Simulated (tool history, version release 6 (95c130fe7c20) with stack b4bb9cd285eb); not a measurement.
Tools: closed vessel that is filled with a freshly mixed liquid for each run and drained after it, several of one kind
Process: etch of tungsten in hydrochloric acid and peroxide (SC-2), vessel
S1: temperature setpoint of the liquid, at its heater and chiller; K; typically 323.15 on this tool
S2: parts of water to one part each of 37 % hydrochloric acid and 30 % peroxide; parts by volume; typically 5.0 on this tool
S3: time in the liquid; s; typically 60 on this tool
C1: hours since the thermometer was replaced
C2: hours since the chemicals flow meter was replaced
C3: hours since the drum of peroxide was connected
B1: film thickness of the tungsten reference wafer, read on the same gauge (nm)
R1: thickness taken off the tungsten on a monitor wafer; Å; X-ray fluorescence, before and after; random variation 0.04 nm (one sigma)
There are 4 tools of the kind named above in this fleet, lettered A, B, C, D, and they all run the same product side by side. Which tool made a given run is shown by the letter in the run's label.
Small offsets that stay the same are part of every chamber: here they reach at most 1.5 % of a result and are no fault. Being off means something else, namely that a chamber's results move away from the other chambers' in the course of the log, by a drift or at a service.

run,hour,S1,S2,S3,C1,C2,C3,B1,R1
1D,10.0,323.15,5.0,60,500.5,1650.9,177.3,40.010,127.910
2B,15.6,323.15,5.0,60,423.7,631.6,522.2,40.006,126.210
3C,21.6,323.15,5.0,60,730.7,606.9,123.4,40.004,126.680
4A,28.7,323.15,5.0,60,1332.9,596.1,379.2,40.000,128.070
5C,35.4,323.15,5.0,60,744.5,620.7,137.2,40.011,125.880
6D,44.8,323.15,5.0,60,535.3,1685.7,212.1,39.989,128.130
7B,51.4,323.15,5.0,60,459.5,667.4,558.0,39.984,126.820
# hour 57.5: chamber B: new drum of peroxide connected
8A,57.6,323.15,5.0,60,1361.8,625.0,408.1,39.997,128.190
9B,63.8,323.15,5.0,60,471.9,679.8,6.3,40.002,127.190
10D,70.6,329.65,5.0,60,561.1,1711.5,237.9,39.987,196.420
11A,76.4,329.65,5.0,60,1380.6,643.8,426.9,40.014,198.200
12C,83.6,329.65,5.0,60,792.7,668.9,185.4,39.996,195.020
# hour 87.7: chamber A: new drum of peroxide connected
13C,91.2,329.65,5.0,60,800.3,676.5,193.0,39.999,194.670
14A,100.6,323.15,5.0,60,1404.8,668.0,13.0,39.992,127.970
# hour 108.0: chamber D: chemicals flow meter replaced
15B,109.0,323.15,5.0,60,517.1,725.0,51.5,40.008,127.350
16D,118.6,327.65,5.0,60,609.1,10.7,285.9,39.996,172.050
17C,126.7,327.65,5.0,60,835.8,712.0,228.5,39.974,169.850
18B,136.3,327.65,5.0,60,544.4,752.3,78.8,40.004,170.400
19D,142.4,327.65,5.0,60,632.9,34.5,309.7,40.005,172.290
20A,148.9,323.15,5.0,60,1453.1,716.3,61.3,39.999,127.870
21D,157.4,323.15,5.0,60,647.9,49.5,324.7,39.984,127.030
22A,163.3,323.15,5.0,60,1467.5,730.7,75.7,40.020,127.960
23B,169.1,323.15,5.0,60,577.2,785.1,111.6,39.999,126.670
24C,176.3,323.15,5.0,60,885.4,761.6,278.1,40.008,125.570
25D,182.4,323.15,5.0,60,672.9,74.5,349.7,40.010,127.210
26A,188.8,323.15,5.0,60,1493.0,756.2,101.2,40.004,128.060
27C,199.1,323.15,5.0,60,908.2,784.4,300.9,39.983,125.950
28B,207.3,327.65,6.5,60,615.4,823.3,149.8,39.997,139.960
29A,216.1,327.65,6.5,60,1520.3,783.5,128.5,39.985,142.020
30C,222.8,327.65,6.5,60,931.9,808.1,324.6,40.010,140.610
31B,227.4,327.65,6.5,60,635.5,843.4,169.9,40.003,140.600
32D,236.2,323.15,5.0,60,726.7,128.3,403.5,40.016,127.520
33A,243.7,314.15,5.0,35,1547.9,811.1,156.1,40.005,39.844
34C,250.8,314.15,5.0,35,959.9,836.1,352.6,40.005,39.310
35B,255.6,314.15,5.0,35,663.7,871.6,198.1,40.000,40.004

Is one chamber out of step, is the gauge drifting, or do the chambers differ by no more than their own small offsets? For an off chamber, give its letter and the likeliest cause.

Neither any chamber nor the gauge drifts; the chambers differ only by their own small, steady offsets.
